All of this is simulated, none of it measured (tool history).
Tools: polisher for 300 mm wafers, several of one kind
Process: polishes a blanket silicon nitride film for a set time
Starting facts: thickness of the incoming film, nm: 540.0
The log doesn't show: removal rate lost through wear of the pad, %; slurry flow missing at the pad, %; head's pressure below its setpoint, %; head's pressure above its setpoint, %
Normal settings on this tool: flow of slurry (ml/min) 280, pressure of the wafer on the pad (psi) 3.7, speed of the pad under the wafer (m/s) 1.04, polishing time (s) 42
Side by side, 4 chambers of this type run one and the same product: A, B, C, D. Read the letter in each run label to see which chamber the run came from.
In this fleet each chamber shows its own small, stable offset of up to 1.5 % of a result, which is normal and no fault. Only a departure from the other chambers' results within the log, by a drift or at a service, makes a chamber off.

run   hour  flow of slurry (ml/min)  pressure of the wafer on the pad (psi)  speed of the pad under the wafer (m/s)  polishing time (s)  wafers polished on this pad  hours since the slurry nozzle was cleaned  hours since the head pressure was calibrated  film removed (angstrom)
 1A   11.5                      280                                     3.7                                    1.04                  42                          631                                      486.4                                         114.9                    914.8
 2D   18.3                      280                                     3.7                                    1.04                  42                          704                                      117.2                                         149.5                    917.1
      21.1  -- chamber C: worn pad replaced by a new one
        27  -- chamber A: worn pad replaced by a new one
 3B   30.7                      280                                     3.7                                    1.04                  42                          546                                      170.1                                         170.2                   895.15
 4C   40.1                      280                                     3.7                                    1.04                  42                          267                                       51.2                                        1181.8                    900.5
      42.2  -- chamber D: worn pad replaced by a new one
 5B   49.8                      280                                     3.7                                    1.04                  42                          814                                      189.2                                         189.3                   892.42
 6C     62                      280                                     3.7                                    1.04                  42                          575                                       73.1                                        1203.7                   897.91
 7D   75.1                      280                                     3.7                                    1.04                  42                          463                                        174                                         206.3                   921.32
      80.9  -- chamber C: worn pad replaced by a new one
      82.8  -- chamber B: worn pad replaced by a new one
 8A   82.9                      280                                     3.7                                    1.04                  42                          786                                      557.8                                         186.3                   907.26
      93.4  -- chamber A: worn pad replaced by a new one
 9B   95.6                      280                                     3.7                                    1.04                  42                          180                                        235                                         235.1                   913.86
      99.3  -- chamber C: head pressure recalibrated
10A  102.9                      230                                     3.7                                    0.86                  42                          134                                      577.8                                         206.3                   755.48
11D  113.1                      230                                     3.7                                    0.86                  42                          997                                        212                                         244.3                   786.12
12C  120.1                      230                                     3.7                                    0.86                  42                          552                                      131.2                                          20.9                    764.4
13C  127.5                      230                                     3.7                                    0.86                  42                          656                                      138.6                                          28.3                   766.56
     135.3  -- chamber D: worn pad replaced by a new one
14D  136.8                      280                                     2.5                                    0.74                  42                           21                                      235.7                                           268                   474.04
     138.8  -- chamber C: worn pad replaced by a new one
15B  149.2                      280                                     2.5                                    0.74                  42                          933                                      288.6                                         288.7                   466.24
     153.8  -- chamber A: worn pad replaced by a new one
16A  160.9                      280                                     2.5                                    0.74                  42                          100                                      635.8                                         264.3                   450.08
     167.3  -- chamber B: worn pad replaced by a new one
17B  171.7                      280                                     2.5                                    0.74                  42                           63                                      311.1                                         311.2                   468.35
18C    185                      280                                     3.7                                    1.04                  42                          649                                      196.1                                          85.8                    903.1
       193  -- chamber C: slurry nozzle cleaned
19A    195                      280                                     3.7                                    1.04                  42                          579                                      669.9                                         298.4                   858.48
     205.3  -- chamber B: slurry nozzle cleaned
       206  -- chamber C: worn pad replaced by a new one
20D  207.5                      280                                     3.7                                    1.04                  42                         1015                                      306.4                                         338.7                   917.59
     210.1  -- chamber A: worn pad replaced by a new one
     211.5  -- chamber D: worn pad replaced by a new one
21A    218                      280                                     3.7                                    1.04                  42                          111                                      692.9                                         321.4                   855.62
22B  231.1                      280                                     3.7                                    1.04                  42                          897                                       25.9                                         370.6                    912.8
23C  243.5                      280                                     3.7                                    1.04                  42                          528                                       50.6                                         144.3                   891.04
     254.1  -- chamber B: worn pad replaced by a new one
24D  254.5                      280                                     3.7                                    1.04                  42                          604                                      353.4                                         385.7                    919.3
     255.9  -- chamber C: worn pad replaced by a new one
25D  265.9                      280                                     3.7                                    1.04                  42                          764                                      364.8                                         397.1                   910.99
       269  -- chamber A: worn pad replaced by a new one
26C    274                      280                                     3.7                                    1.04                  42                          255                                       81.1                                         174.8                   915.82
27B  281.1                      280                                     3.7                                    1.04                  42                          379                                       75.9                                         420.6                   913.79
     282.3  -- chamber A: slurry nozzle cleaned
28A  292.4                      280                                     3.7                                    1.04                  42                          329                                       10.2                                         395.8                   803.29

Has any chamber moved away from the others, gradually or after a service, or does the common gauge drift, or do the chambers differ only by their own small steady offsets? State the chamber and the most likely cause if one applies.

Little by little, chamber A moves away from the other chambers.
Cause: head's pressure below its setpoint, % = 9.91.

Chamber A could run next with any of the 4 candidate recipes listed below; each alters the usual settings, and their results appear as question marks. Which one brings its results back in line with what the other chambers deliver on the usual settings?
In-line tolerance around the mean of the other chambers on the usual settings: film removed (angstrom) 27
29A-1  302.3                      280                                     3.7                                    1.06                  44                                                                                                                                              ?
29A-2  302.3                      285                                     4.1                                    1.04                  42                                                                                                                                              ?
29A-3  302.3                      280                                     3.7                                     0.9                  42                                                                                                                                              ?
29A-4  302.3                      280                                     3.7                                    1.02                  40                                                                                                                                              ?

Average result of the remaining chambers running the usual settings: film removed (angstrom) 909.46
  run  film removed (angstrom)
29A-1                   873.73
29A-2                   912.07
29A-3                   733.22
29A-4                   770.59
29A-2 brings the chamber back in line.

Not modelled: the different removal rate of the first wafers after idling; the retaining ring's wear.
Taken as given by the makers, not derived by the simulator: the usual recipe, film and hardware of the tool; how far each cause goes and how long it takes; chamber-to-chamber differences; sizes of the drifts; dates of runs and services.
